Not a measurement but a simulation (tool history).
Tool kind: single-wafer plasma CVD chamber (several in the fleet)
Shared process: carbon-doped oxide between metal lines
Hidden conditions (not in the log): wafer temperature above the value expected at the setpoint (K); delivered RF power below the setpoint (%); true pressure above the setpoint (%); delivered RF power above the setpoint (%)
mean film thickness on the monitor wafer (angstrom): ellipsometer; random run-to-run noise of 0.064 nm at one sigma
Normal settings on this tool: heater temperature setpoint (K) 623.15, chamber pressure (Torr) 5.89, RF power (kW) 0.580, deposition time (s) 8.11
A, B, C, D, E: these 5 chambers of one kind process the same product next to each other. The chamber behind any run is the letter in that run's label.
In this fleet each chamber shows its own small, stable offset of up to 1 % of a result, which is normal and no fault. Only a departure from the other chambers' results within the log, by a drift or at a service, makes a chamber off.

run	hour	heater temperature setpoint (K)	chamber pressure (Torr)	RF power (kW)	deposition time (s)	hours since the last thermocouple change	hours since the last RF generator calibration	hours since the last manometer calibration	read-back reference wafer on the same gauge, thickness_nm	mean film thickness on the monitor wafer (angstrom)
1E	6.7	623.15	5.89	0.580	8.11	1314.2	811.2	646.2	51.507	472.00
2C	12.0	623.15	5.89	0.580	8.11	1156.4	1752.1	945.2	51.510	471.86
3A	15.6	623.15	5.89	0.580	8.11	1498.8	549.0	527.5	51.524	474.35
# hour 17.7: chamber A: thermocouple changed; heater temperature recalibrated
4D	21.3	623.15	5.89	0.580	8.11	320.3	262.1	180.9	51.536	478.03
5B	24.9	623.15	7.30	0.655	8.11	582.3	414.2	614.0	51.541	516.74
6B	31.2	623.15	7.30	0.655	8.11	588.6	420.5	620.3	51.550	516.50
7E	37.1	623.15	7.30	0.655	8.11	1344.6	841.6	676.6	51.567	516.92
8A	40.1	623.15	7.30	0.655	8.11	22.4	573.5	552.0	51.577	519.07
9D	43.1	623.15	7.30	0.655	8.11	342.1	283.9	202.7	51.594	523.78
10C	46.4	623.15	5.89	0.580	8.11	1190.8	1786.5	979.6	51.594	471.79
11B	50.0	637.15	6.72	0.580	8.11	607.4	439.3	639.1	51.595	459.40
12E	53.3	637.15	6.72	0.580	8.11	1360.8	857.8	692.8	51.592	461.56
# hour 54.5: chamber E: RF generator calibrated
13D	58.5	637.15	6.72	0.580	8.11	357.5	299.3	218.1	51.596	467.21
14C	64.4	637.15	6.72	0.580	8.11	1208.8	1804.5	997.6	51.614	460.75
15A	68.5	637.15	6.72	0.580	8.11	50.8	601.9	580.4	51.620	462.68
16E	73.0	623.15	5.89	0.580	8.11	1380.5	18.5	712.5	51.640	474.19
17D	76.0	623.15	5.89	0.580	8.11	375.0	316.8	235.6	51.632	479.13
18A	78.9	623.15	5.89	0.580	8.11	61.2	612.3	590.8	51.632	474.61
19C	85.6	623.15	5.89	0.580	8.11	1230.0	1825.7	1018.8	51.652	472.39
20B	90.4	623.15	5.89	0.580	8.11	647.8	479.7	679.5	51.668	473.21
21A	95.7	623.15	5.89	0.580	8.11	78.0	629.1	607.6	51.662	474.54
22E	100.4	623.15	5.89	0.580	8.11	1407.9	45.9	739.9	51.688	474.60
23D	106.5	623.15	5.89	0.580	8.11	405.5	347.3	266.1	51.721	477.47
24C	112.0	623.15	5.89	0.580	8.11	1256.4	1852.1	1045.2	51.715	473.60
25B	117.0	623.15	5.89	0.580	8.11	674.4	506.3	706.1	51.740	471.99
26A	121.3	623.15	4.53	0.680	8.11	103.6	654.7	633.2	51.746	506.10
27D	127.1	623.15	4.53	0.680	8.11	426.1	367.9	286.7	51.752	510.52
28B	130.8	623.15	4.53	0.680	8.11	688.2	520.1	719.9	51.741	503.43
29E	136.1	623.15	4.53	0.680	8.11	1443.6	81.6	775.6	51.775	505.04
30C	141.5	623.15	4.53	0.680	8.11	1285.9	1881.6	1074.7	51.767	503.82
31A	147.8	623.15	5.89	0.580	8.11	130.1	681.2	659.7	51.784	475.63

For the next run the whole fleet of 5 chambers uses the same settings. Give each chamber's results:
32A	152.5	623.15	5.89	0.580	8.11					?
32B	152.5	623.15	5.89	0.580	8.11					?
32C	152.5	623.15	5.89	0.580	8.11					?
32D	152.5	623.15	5.89	0.580	8.11					?
32E	152.5	623.15	5.89	0.580	8.11					?

run	mean film thickness on the monitor wafer (angstrom)
32A	476.84
32B	471.88
32C	474.06
32D	479.35
32E	476.73

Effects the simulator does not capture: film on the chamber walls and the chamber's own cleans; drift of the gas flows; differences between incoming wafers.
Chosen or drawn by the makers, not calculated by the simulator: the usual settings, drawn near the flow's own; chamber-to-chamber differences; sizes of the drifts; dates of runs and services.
